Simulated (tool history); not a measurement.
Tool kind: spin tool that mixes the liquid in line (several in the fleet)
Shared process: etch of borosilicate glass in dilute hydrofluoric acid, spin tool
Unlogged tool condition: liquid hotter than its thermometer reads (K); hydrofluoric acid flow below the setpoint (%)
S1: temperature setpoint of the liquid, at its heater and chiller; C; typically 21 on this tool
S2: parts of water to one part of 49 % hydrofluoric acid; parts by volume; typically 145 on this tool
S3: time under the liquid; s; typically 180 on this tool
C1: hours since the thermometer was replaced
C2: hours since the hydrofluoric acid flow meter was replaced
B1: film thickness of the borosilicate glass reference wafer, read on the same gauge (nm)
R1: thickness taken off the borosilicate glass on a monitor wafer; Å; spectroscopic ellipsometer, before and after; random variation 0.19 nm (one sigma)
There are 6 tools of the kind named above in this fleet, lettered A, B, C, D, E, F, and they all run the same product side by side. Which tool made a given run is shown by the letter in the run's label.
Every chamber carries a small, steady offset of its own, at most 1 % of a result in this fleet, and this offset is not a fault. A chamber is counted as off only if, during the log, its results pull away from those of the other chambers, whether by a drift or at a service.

{"run": "1A", "hour": 9.1, "S1": 21, "S2": 145, "S3": 180, "C1": 1252.9, "C2": 1283.7, "B1": 99.983, "R1": 268.19}
{"hour": 11.6, "done": "chamber C: hydrofluoric acid flow meter replaced"}
{"run": "2D", "hour": 14.5, "S1": 21, "S2": 145, "S3": 180, "C1": 1102.5, "C2": 457.6, "B1": 100.01, "R1": 267.56}
{"run": "3C", "hour": 23.0, "S1": 21, "S2": 145, "S3": 180, "C1": 475.2, "C2": 11.5, "B1": 99.978, "R1": 271.54}
{"run": "4F", "hour": 28.7, "S1": 21, "S2": 145, "S3": 180, "C1": 376, "C2": 45.9, "B1": 100, "R1": 271.34}
{"run": "5B", "hour": 33.5, "S1": 21, "S2": 145, "S3": 180, "C1": 652.3, "C2": 1380.6, "B1": 100.02, "R1": 265.69}
{"run": "6E", "hour": 41.7, "S1": 21, "S2": 145, "S3": 180, "C1": 2932, "C2": 258.2, "B1": 100.01, "R1": 268.26}
{"run": "7A", "hour": 52.6, "S1": 21, "S2": 145, "S3": 180, "C1": 1296.4, "C2": 1327.2, "B1": 99.975, "R1": 269.82}
{"run": "8F", "hour": 58.9, "S1": 21, "S2": 145, "S3": 180, "C1": 406.2, "C2": 76.1, "B1": 99.965, "R1": 267.76}
{"hour": 66.4, "done": "chamber E: thermometer replaced"}
{"run": "9E", "hour": 67.1, "S1": 17.5, "S2": 145, "S3": 180, "C1": 0.7, "C2": 283.6, "B1": 100.01, "R1": 234.67}
{"run": "10D", "hour": 72.3, "S1": 17.5, "S2": 145, "S3": 180, "C1": 1160.3, "C2": 515.4, "B1": 100, "R1": 230.52}
{"run": "11B", "hour": 77.4, "S1": 17.5, "S2": 145, "S3": 180, "C1": 696.2, "C2": 1424.5, "B1": 99.994, "R1": 233.65}
{"hour": 77.9, "done": "chamber D: hydrofluoric acid flow meter replaced"}
{"run": "12C", "hour": 83.8, "S1": 17.5, "S2": 145, "S3": 180, "C1": 536, "C2": 72.3, "B1": 99.982, "R1": 232.79}
{"run": "13B", "hour": 88.8, "S1": 17.5, "S2": 145, "S3": 180, "C1": 707.6, "C2": 1435.9, "B1": 99.976, "R1": 230.23}
{"run": "14E", "hour": 96.3, "S1": 17.5, "S2": 145, "S3": 180, "C1": 29.9, "C2": 312.8, "B1": 99.989, "R1": 233.66}
{"run": "15F", "hour": 101.8, "S1": 17, "S2": 120, "S3": 180, "C1": 449.1, "C2": 119, "B1": 100.02, "R1": 286.45}
{"run": "16A", "hour": 109.6, "S1": 17, "S2": 120, "S3": 180, "C1": 1353.4, "C2": 1384.2, "B1": 100.01, "R1": 282.68}
{"run": "17C", "hour": 120.6, "S1": 17, "S2": 120, "S3": 180, "C1": 572.8, "C2": 109.1, "B1": 99.999, "R1": 283.08}
{"run": "18D", "hour": 131.9, "S1": 17, "S2": 120, "S3": 180, "C1": 1219.9, "C2": 54.1, "B1": 100.02, "R1": 283.43}
{"run": "19B", "hour": 138.7, "S1": 17, "S2": 120, "S3": 180, "C1": 757.5, "C2": 1485.8, "B1": 99.983, "R1": 281.73}
{"run": "20E", "hour": 148.9, "S1": 17, "S2": 120, "S3": 180, "C1": 82.5, "C2": 365.4, "B1": 99.98, "R1": 283.29}
{"run": "21F", "hour": 156.8, "S1": 21, "S2": 145, "S3": 180, "C1": 504.1, "C2": 174, "B1": 100.01, "R1": 268.11}
{"run": "22A", "hour": 167.0, "S1": 21, "S2": 90, "S3": 180, "C1": 1410.8, "C2": 1441.6, "B1": 100, "R1": 456.41}
{"run": "23D", "hour": 175.6, "S1": 21, "S2": 90, "S3": 180, "C1": 1263.6, "C2": 97.8, "B1": 100.01, "R1": 457.37}
{"run": "24C", "hour": 185.6, "S1": 21, "S2": 90, "S3": 180, "C1": 637.8, "C2": 174.1, "B1": 100.01, "R1": 466.92}
{"run": "25F", "hour": 190.7, "S1": 21, "S2": 90, "S3": 180, "C1": 538, "C2": 207.9, "B1": 100.02, "R1": 463.35}
{"run": "26A", "hour": 198.9, "S1": 21, "S2": 90, "S3": 180, "C1": 1442.7, "C2": 1473.5, "B1": 99.992, "R1": 462.06}
{"run": "27C", "hour": 208.5, "S1": 21, "S2": 90, "S3": 180, "C1": 660.7, "C2": 197, "B1": 99.969, "R1": 467.4}
{"run": "28D", "hour": 219.4, "S1": 21, "S2": 145, "S3": 180, "C1": 1307.4, "C2": 141.6, "B1": 99.992, "R1": 265.89}
{"run": "29E", "hour": 225.0, "S1": 21, "S2": 145, "S3": 180, "C1": 158.6, "C2": 441.5, "B1": 99.997, "R1": 268.71}
{"run": "30B", "hour": 232.3, "S1": 21, "S2": 145, "S3": 180, "C1": 851.1, "C2": 1579.4, "B1": 99.988, "R1": 265.42}
{"run": "31E", "hour": 243.2, "S1": 21, "S2": 145, "S3": 180, "C1": 176.8, "C2": 459.7, "B1": 100.03, "R1": 271.56}
{"run": "32B", "hour": 249.8, "S1": 21, "S2": 145, "S3": 180, "C1": 868.6, "C2": 1596.9, "B1": 100.01, "R1": 268.13}
{"run": "33C", "hour": 260.7, "S1": 21, "S2": 145, "S3": 180, "C1": 712.9, "C2": 249.2, "B1": 99.998, "R1": 269.7}
{"run": "34F", "hour": 271.7, "S1": 21, "S2": 145, "S3": 180, "C1": 619, "C2": 288.9, "B1": 100, "R1": 270.75}
{"run": "35A", "hour": 279.0, "S1": 21, "S2": 145, "S3": 180, "C1": 1522.8, "C2": 1553.6, "B1": 99.987, "R1": 270.92}
{"run": "36D", "hour": 290.2, "S1": 17, "S2": 200, "S3": 180, "C1": 1378.2, "C2": 212.4, "B1": 100, "R1": 155.22}
{"run": "37A", "hour": 296.7, "S1": 17, "S2": 200, "S3": 180, "C1": 1540.5, "C2": 1571.3, "B1": 100, "R1": 157.33}
{"run": "38D", "hour": 303.0, "S1": 17, "S2": 200, "S3": 180, "C1": 1391, "C2": 225.2, "B1": 99.992, "R1": 155.95}
{"run": "39F", "hour": 312.8, "S1": 17, "S2": 200, "S3": 180, "C1": 660.1, "C2": 330, "B1": 100.01, "R1": 158.9}

Next, all 6 chambers run the settings below, one line each with question marks for the results. What does each chamber give?
{"run": "40A", "hour": 320.8, "S1": 21, "S2": 145, "S3": 180, "R1": "?"}
{"run": "40B", "hour": 320.8, "S1": 21, "S2": 145, "S3": 180, "R1": "?"}
{"run": "40C", "hour": 320.8, "S1": 21, "S2": 145, "S3": 180, "R1": "?"}
{"run": "40D", "hour": 320.8, "S1": 21, "S2": 145, "S3": 180, "R1": "?"}
{"run": "40E", "hour": 320.8, "S1": 21, "S2": 145, "S3": 180, "R1": "?"}
{"run": "40F", "hour": 320.8, "S1": 21, "S2": 145, "S3": 180, "R1": "?"}

run=40A R1=270.38
run=40B R1=265.25
run=40C R1=273.02
run=40D R1=269.07
run=40E R1=271.83
run=40F R1=270.17
